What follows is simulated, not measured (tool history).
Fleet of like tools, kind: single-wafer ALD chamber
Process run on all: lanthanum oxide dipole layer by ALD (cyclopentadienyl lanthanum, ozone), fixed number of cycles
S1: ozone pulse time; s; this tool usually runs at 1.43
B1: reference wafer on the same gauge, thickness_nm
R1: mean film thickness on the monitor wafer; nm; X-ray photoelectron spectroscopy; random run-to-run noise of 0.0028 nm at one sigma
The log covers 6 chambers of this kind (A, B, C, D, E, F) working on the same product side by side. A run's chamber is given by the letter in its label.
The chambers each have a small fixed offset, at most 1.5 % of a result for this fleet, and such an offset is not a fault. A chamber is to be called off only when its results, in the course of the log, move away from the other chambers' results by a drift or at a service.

run     day    S1       B1       R1
 1C   0.471  1.43  0.60102  0.53926
 2F    0.85  1.43  0.60149  0.55514
 3A   1.412  1.43  0.60068  0.54698
      1.825  -- chamber E: ozone generator serviced
 4B   1.917  1.43  0.60162  0.54162
 5D    2.25  1.43  0.60162  0.54398
 6E    2.55  1.43  0.60131  0.54789
      2.812  -- chamber D: ozone generator serviced
 7F   2.833  1.43  0.60047  0.55221
 8B   3.338  1.43   0.6011  0.54318
 9A   3.662  1.43  0.60064  0.54739
      3.738  -- chamber C: ozone generator serviced
10C   4.146  1.43   0.6015   0.5419
11E   4.675  0.97  0.60129   0.4949
12D   5.192  0.97  0.60044  0.49693
13A   5.692  0.97  0.60106  0.49797
14B   6.079  0.97  0.60075  0.49027
15C   6.558  0.97  0.60167  0.49532
16D   6.958  0.97  0.60103  0.49187
17F   7.225  1.43   0.6006  0.54793
18E   7.708  1.43  0.60111  0.53907
19B   8.283  1.43  0.60097  0.53716
20C   8.825  1.13  0.60139  0.51699
21D   9.371  1.13  0.60063  0.51913
22F   9.854  1.13  0.60164  0.51172
23E  10.379  1.13   0.6002  0.52168
24A  10.788  1.13  0.60152  0.51936
25D  11.267  1.13  0.60177  0.51605
26C  11.725  1.43  0.60095   0.5382
27A  12.308  1.43  0.60066  0.55279
28B  12.696  1.43   0.6004   0.5418
     12.983  -- chamber B: ozone generator serviced
29E  13.271  1.43  0.60117  0.54557
30F  13.696  1.43  0.60079  0.53336
31C  14.138  1.43  0.60074  0.54273
32D   14.65  1.43   0.6006  0.54306
33F  14.975  1.43  0.60138  0.52988
34A  15.383  1.43  0.60147  0.54853
35B  15.779  1.43  0.60082  0.54184
36E  16.075  1.43  0.60124  0.54025
37F    16.6  1.99  0.60125  0.56319
38A    17.1  1.99  0.60109  0.57187
39E  17.458  1.99  0.60164  0.57124
40C  18.017  1.99   0.6007  0.56186
41B  18.558  1.99  0.60061   0.5656
42D  19.088  1.99  0.60093  0.56329
43C   19.65  1.43  0.60037   0.5423

Has any chamber moved away from the others, gradually or after a service, or does the common gauge drift, or do the chambers differ only by their own small steady offsets? State the chamber and the most likely cause if one applies.

Chamber F drifts away from the others.
Most likely cause: ozone dose below that of a generator just serviced (%) = 25.5.

Which of the 4 candidates below, each the usual settings with something changed and its results left as question marks, puts chamber F back in line with what the other chambers give on the usual settings?
In line means no further than this from the other chambers' mean on the usual settings: R1 0.0098 nm
44F-1  20.075  1.23       ?
44F-2  20.075  1.54       ?
44F-3  20.075  1.75       ?
44F-4  20.075  1.32       ?

Mean of the other chambers on the usual settings: R1 0.54452 nm
  run       R1
44F-1  0.49104
44F-2  0.52571
44F-3  0.54157
44F-4   0.5028
The right change is 44F-3: it brings the chamber back within the allowed miss of the others.

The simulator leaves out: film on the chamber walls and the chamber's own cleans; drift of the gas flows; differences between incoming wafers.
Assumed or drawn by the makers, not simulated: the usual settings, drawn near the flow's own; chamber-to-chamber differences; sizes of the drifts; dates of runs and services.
